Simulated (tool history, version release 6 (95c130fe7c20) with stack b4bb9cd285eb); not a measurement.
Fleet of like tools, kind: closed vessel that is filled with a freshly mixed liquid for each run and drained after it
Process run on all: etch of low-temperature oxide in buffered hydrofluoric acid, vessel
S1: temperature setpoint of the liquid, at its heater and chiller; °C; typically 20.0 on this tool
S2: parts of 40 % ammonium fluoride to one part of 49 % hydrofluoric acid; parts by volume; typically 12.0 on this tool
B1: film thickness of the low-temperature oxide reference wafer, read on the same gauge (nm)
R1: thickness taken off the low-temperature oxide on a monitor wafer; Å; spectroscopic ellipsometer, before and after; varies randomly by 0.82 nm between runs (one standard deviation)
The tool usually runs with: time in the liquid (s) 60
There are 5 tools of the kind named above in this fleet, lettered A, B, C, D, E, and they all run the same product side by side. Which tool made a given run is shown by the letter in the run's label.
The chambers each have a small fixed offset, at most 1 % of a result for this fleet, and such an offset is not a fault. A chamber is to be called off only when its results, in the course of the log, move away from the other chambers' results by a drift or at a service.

run 1B hour=10.0 | S1=20.0 S2=12.0 time_in_the_liquid_(s)=60 | B1=69.976 | R1=978.50
run 2E hour=21.0 | S1=20.0 S2=12.0 time_in_the_liquid_(s)=60 | B1=69.975 | R1=1014.80
run 3C hour=28.1 | S1=20.0 S2=12.0 time_in_the_liquid_(s)=60 | B1=69.993 | R1=1006.50
-- hour=29.4 chamber D: thermometer replaced
run 4A hour=35.8 | S1=20.0 S2=12.0 time_in_the_liquid_(s)=60 | B1=69.993 | R1=1013.00
run 5D hour=45.3 | S1=20.0 S2=7.5 time_in_the_liquid_(s)=80 | B1=70.013 | R1=2067.40
run 6C hour=54.6 | S1=20.0 S2=7.5 time_in_the_liquid_(s)=80 | B1=69.977 | R1=2051.00
run 7E hour=65.1 | S1=20.0 S2=7.5 time_in_the_liquid_(s)=80 | B1=70.025 | R1=2073.10
run 8D hour=76.8 | S1=20.0 S2=7.5 time_in_the_liquid_(s)=80 | B1=70.008 | R1=2098.20
-- hour=85.7 chamber D: hydrofluoric acid flow meter replaced
run 9B hour=88.3 | S1=20.0 S2=7.5 time_in_the_liquid_(s)=80 | B1=69.990 | R1=2063.60
run 10A hour=93.7 | S1=20.0 S2=12.0 time_in_the_liquid_(s)=60 | B1=69.994 | R1=1014.00
run 11A hour=104.6 | S1=20.0 S2=12.0 time_in_the_liquid_(s)=60 | B1=70.012 | R1=1000.90
run 12E hour=115.1 | S1=22.5 S2=15.0 time_in_the_liquid_(s)=60 | B1=70.031 | R1=924.64
run 13C hour=121.7 | S1=22.5 S2=15.0 time_in_the_liquid_(s)=60 | B1=70.016 | R1=946.32
run 14B hour=132.6 | S1=22.5 S2=15.0 time_in_the_liquid_(s)=60 | B1=69.988 | R1=924.19
run 15D hour=141.2 | S1=22.5 S2=15.0 time_in_the_liquid_(s)=60 | B1=69.996 | R1=934.40
run 16B hour=152.3 | S1=22.5 S2=15.0 time_in_the_liquid_(s)=60 | B1=69.998 | R1=906.03
run 17C hour=164.0 | S1=20.0 S2=12.0 time_in_the_liquid_(s)=60 | B1=69.997 | R1=996.33
run 18D hour=171.8 | S1=22.0 S2=12.0 time_in_the_liquid_(s)=70 | B1=70.021 | R1=1333.70
run 19A hour=178.3 | S1=22.0 S2=12.0 time_in_the_liquid_(s)=70 | B1=70.001 | R1=1265.40
run 20E hour=186.9 | S1=22.0 S2=12.0 time_in_the_liquid_(s)=70 | B1=69.977 | R1=1312.00
run 21A hour=192.6 | S1=22.0 S2=12.0 time_in_the_liquid_(s)=70 | B1=70.004 | R1=1251.90
run 22E hour=201.8 | S1=22.0 S2=12.0 time_in_the_liquid_(s)=70 | B1=69.982 | R1=1299.80
run 23D hour=212.4 | S1=20.0 S2=12.0 time_in_the_liquid_(s)=60 | B1=69.979 | R1=1011.70
run 24B hour=223.1 | S1=20.0 S2=12.0 time_in_the_liquid_(s)=60 | B1=70.010 | R1=992.20
run 25C hour=230.2 | S1=20.0 S2=12.0 time_in_the_liquid_(s)=60 | B1=69.984 | R1=1013.90
run 26A hour=239.3 | S1=20.0 S2=12.0 time_in_the_liquid_(s)=60 | B1=70.016 | R1=937.31
run 27E hour=249.7 | S1=20.0 S2=12.0 time_in_the_liquid_(s)=60 | B1=70.014 | R1=999.22
run 28C hour=257.3 | S1=20.0 S2=12.0 time_in_the_liquid_(s)=60 | B1=69.985 | R1=1013.80
run 29B hour=262.7 | S1=20.0 S2=12.0 time_in_the_liquid_(s)=60 | B1=70.020 | R1=1001.80
run 30D hour=272.8 | S1=20.0 S2=12.0 time_in_the_liquid_(s)=60 | B1=69.994 | R1=1000.90
run 31B hour=279.4 | S1=20.0 S2=12.0 time_in_the_liquid_(s)=60 | B1=69.994 | R1=996.30
run 32D hour=290.3 | S1=20.0 S2=12.0 time_in_the_liquid_(s)=60 | B1=69.995 | R1=1006.80
run 33C hour=299.7 | S1=20.0 S2=12.0 time_in_the_liquid_(s)=60 | B1=69.974 | R1=993.43

Read the log: is a single chamber off, either drifting away or since a service, is the gauge that measures every chamber drifting, or is nothing wrong beyond small per-chamber offsets? Name any odd chamber and what most likely caused it.

One chamber, A, drifts off from the rest bit by bit.
Most likely cause: hydrofluoric acid flow below the setpoint (%) = 10.3.
It could be hard to tell apart here from: liquid colder than its thermometer reads (K).

Here are 4 candidates for chamber A's next run, each the usual settings with a change, their results left as question marks. Which one brings its results back in line with what the others give on the usual settings?
In-line tolerance around the mean of the other chambers on the usual settings: R1 29.00 Å
run 34A-1 hour=308.3 | S1=20.0 S2=12.0 time_in_the_liquid_(s)=55 | R1=?
run 34A-2 hour=308.3 | S1=20.0 S2=11.0 time_in_the_liquid_(s)=60 | R1=?
run 34A-3 hour=308.3 | S1=19.5 S2=12.0 time_in_the_liquid_(s)=60 | R1=?
run 34A-4 hour=308.3 | S1=20.0 S2=11.5 time_in_the_liquid_(s)=60 | R1=?

The mean the other chambers reach with the usual settings: R1 1000.00 Å
run=34A-1 R1=836.55
run=34A-2 R1=993.10
run=34A-3 R1=887.84
run=34A-4 R1=951.15
Change 34A-2 lands the chamber within the allowed miss of the other chambers.

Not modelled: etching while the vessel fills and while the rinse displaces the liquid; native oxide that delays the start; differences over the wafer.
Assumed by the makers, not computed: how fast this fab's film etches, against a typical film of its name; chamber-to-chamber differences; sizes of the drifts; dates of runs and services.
